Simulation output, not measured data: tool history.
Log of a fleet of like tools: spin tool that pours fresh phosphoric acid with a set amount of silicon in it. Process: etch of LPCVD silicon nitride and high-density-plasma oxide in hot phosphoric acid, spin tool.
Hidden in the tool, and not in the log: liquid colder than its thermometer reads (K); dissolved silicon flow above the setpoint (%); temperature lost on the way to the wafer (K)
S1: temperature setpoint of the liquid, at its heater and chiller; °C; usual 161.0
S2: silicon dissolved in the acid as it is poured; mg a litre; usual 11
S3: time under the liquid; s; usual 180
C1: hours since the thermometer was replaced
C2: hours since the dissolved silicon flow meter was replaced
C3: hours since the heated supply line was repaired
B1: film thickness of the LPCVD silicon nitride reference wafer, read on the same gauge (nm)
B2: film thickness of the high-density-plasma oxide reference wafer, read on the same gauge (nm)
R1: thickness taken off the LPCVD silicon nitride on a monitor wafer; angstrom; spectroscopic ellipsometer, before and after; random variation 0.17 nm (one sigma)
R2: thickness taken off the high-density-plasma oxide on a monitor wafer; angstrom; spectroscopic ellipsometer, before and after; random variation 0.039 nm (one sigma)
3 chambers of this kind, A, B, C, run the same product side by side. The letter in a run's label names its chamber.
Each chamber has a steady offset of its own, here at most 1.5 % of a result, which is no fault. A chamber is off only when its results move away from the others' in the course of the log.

Run 1C, hour 10.8: usual settings; C1 1611.7; C2 189.1; C3 2489.2; B1 30.038; B2 99.969. Result: R1 176.92 angstrom, R2 9.6764 angstrom.
Run 2B, hour 18.3: usual settings; C1 981.6; C2 166.6; C3 1311.9; B1 29.997; B2 99.996. Result: R1 177.97 angstrom, R2 9.5418 angstrom.
Run 3A, hour 24.9: usual settings; C1 106.7; C2 194.3; C3 2464.9; B1 30.004; B2 99.993. Result: R1 177.87 angstrom, R2 8.8914 angstrom.
Run 4C, hour 29.9: usual settings; C1 1630.8; C2 208.2; C3 2508.3; B1 29.984; B2 100.050. Result: R1 180.75 angstrom, R2 8.5286 angstrom.
Run 5A, hour 35.3: usual settings; C1 117.1; C2 204.7; C3 2475.3; B1 29.997; B2 99.960. Result: R1 172.78 angstrom, R2 9.7263 angstrom.
Run 6B, hour 40.2: usual settings; C1 1003.5; C2 188.5; C3 1333.8; B1 29.995; B2 100.000. Result: R1 179.10 angstrom, R2 9.1900 angstrom.
Run 7C, hour 46.6: usual settings; C1 1647.5; C2 224.9; C3 2525.0; B1 30.038; B2 99.987. Result: R1 178.94 angstrom, R2 8.8981 angstrom.
Run 8A, hour 57.2: usual settings; C1 139.0; C2 226.6; C3 2497.2; B1 29.983; B2 99.981. Result: R1 175.61 angstrom, R2 9.4567 angstrom.
Run 9B, hour 62.8: usual settings; C1 1026.1; C2 211.1; C3 1356.4; B1 30.001; B2 100.010. Result: R1 174.53 angstrom, R2 9.2135 angstrom.
Run 10C, hour 68.0: usual settings; C1 1668.9; C2 246.3; C3 2546.4; B1 30.014; B2 99.952. Result: R1 174.85 angstrom, R2 9.3054 angstrom.
Run 11A, hour 76.4: usual settings; C1 158.2; C2 245.8; C3 2516.4; B1 29.997; B2 100.020. Result: R1 176.28 angstrom, R2 8.5044 angstrom.
At hour 77.8: chamber C: thermometer replaced.
Run 12B, hour 81.5: usual settings but S1 158.5 °C; C1 1044.8; C2 229.8; C3 1375.1; B1 29.991; B2 100.020. Result: R1 161.57 angstrom, R2 7.9203 angstrom.
Run 13C, hour 90.1: usual settings but S1 158.5 °C; C1 12.3; C2 268.4; C3 2568.5; B1 30.005; B2 100.070. Result: R1 164.65 angstrom, R2 7.1383 angstrom.
Run 14B, hour 96.3: usual settings but S1 158.5 °C; C1 1059.6; C2 244.6; C3 1389.9; B1 30.010; B2 99.999. Result: R1 163.49 angstrom, R2 7.3151 angstrom.
Run 15A, hour 104.3: usual settings; C1 186.1; C2 273.7; C3 2544.3; B1 30.004; B2 99.968. Result: R1 177.56 angstrom, R2 9.7355 angstrom.
Run 16B, hour 109.4: usual settings; C1 1072.7; C2 257.7; C3 1403.0; B1 30.035; B2 99.958. Result: R1 175.66 angstrom, R2 9.8050 angstrom.
Run 17A, hour 118.8: usual settings; C1 200.6; C2 288.2; C3 2558.8; B1 29.964; B2 99.985. Result: R1 175.57 angstrom, R2 8.9973 angstrom.
Run 18C, hour 127.5: usual settings; C1 49.7; C2 305.8; C3 2605.9; B1 30.012; B2 99.951. Result: R1 180.89 angstrom, R2 9.2914 angstrom.
Run 19B, hour 135.8: usual settings; C1 1099.1; C2 284.1; C3 1429.4; B1 29.988; B2 100.000. Result: R1 174.72 angstrom, R2 9.2310 angstrom.
Run 20C, hour 141.8: usual settings; C1 64.0; C2 320.1; C3 2620.2; B1 29.968; B2 99.975. Result: R1 178.28 angstrom, R2 9.5056 angstrom.
Run 21A, hour 149.2: usual settings; C1 231.0; C2 318.6; C3 2589.2; B1 29.990; B2 100.040. Result: R1 175.43 angstrom, R2 9.6529 angstrom.
Run 22C, hour 158.5: usual settings; C1 80.7; C2 336.8; C3 2636.9; B1 29.992; B2 99.984. Result: R1 175.91 angstrom, R2 9.4594 angstrom.

All 3 chambers run these settings next. Forecast each chamber's results:
Run 23A, hour 166.4: usual settings but S1 158.5 °C. Result: R1 ?, R2 ?.
Run 23B, hour 166.4: usual settings but S1 158.5 °C. Result: R1 ?, R2 ?.
Run 23C, hour 166.4: usual settings but S1 158.5 °C. Result: R1 ?, R2 ?.

run      R1      R2
23A  160.38  7.6985
23B  160.81  8.1776
23C  163.36  8.3790
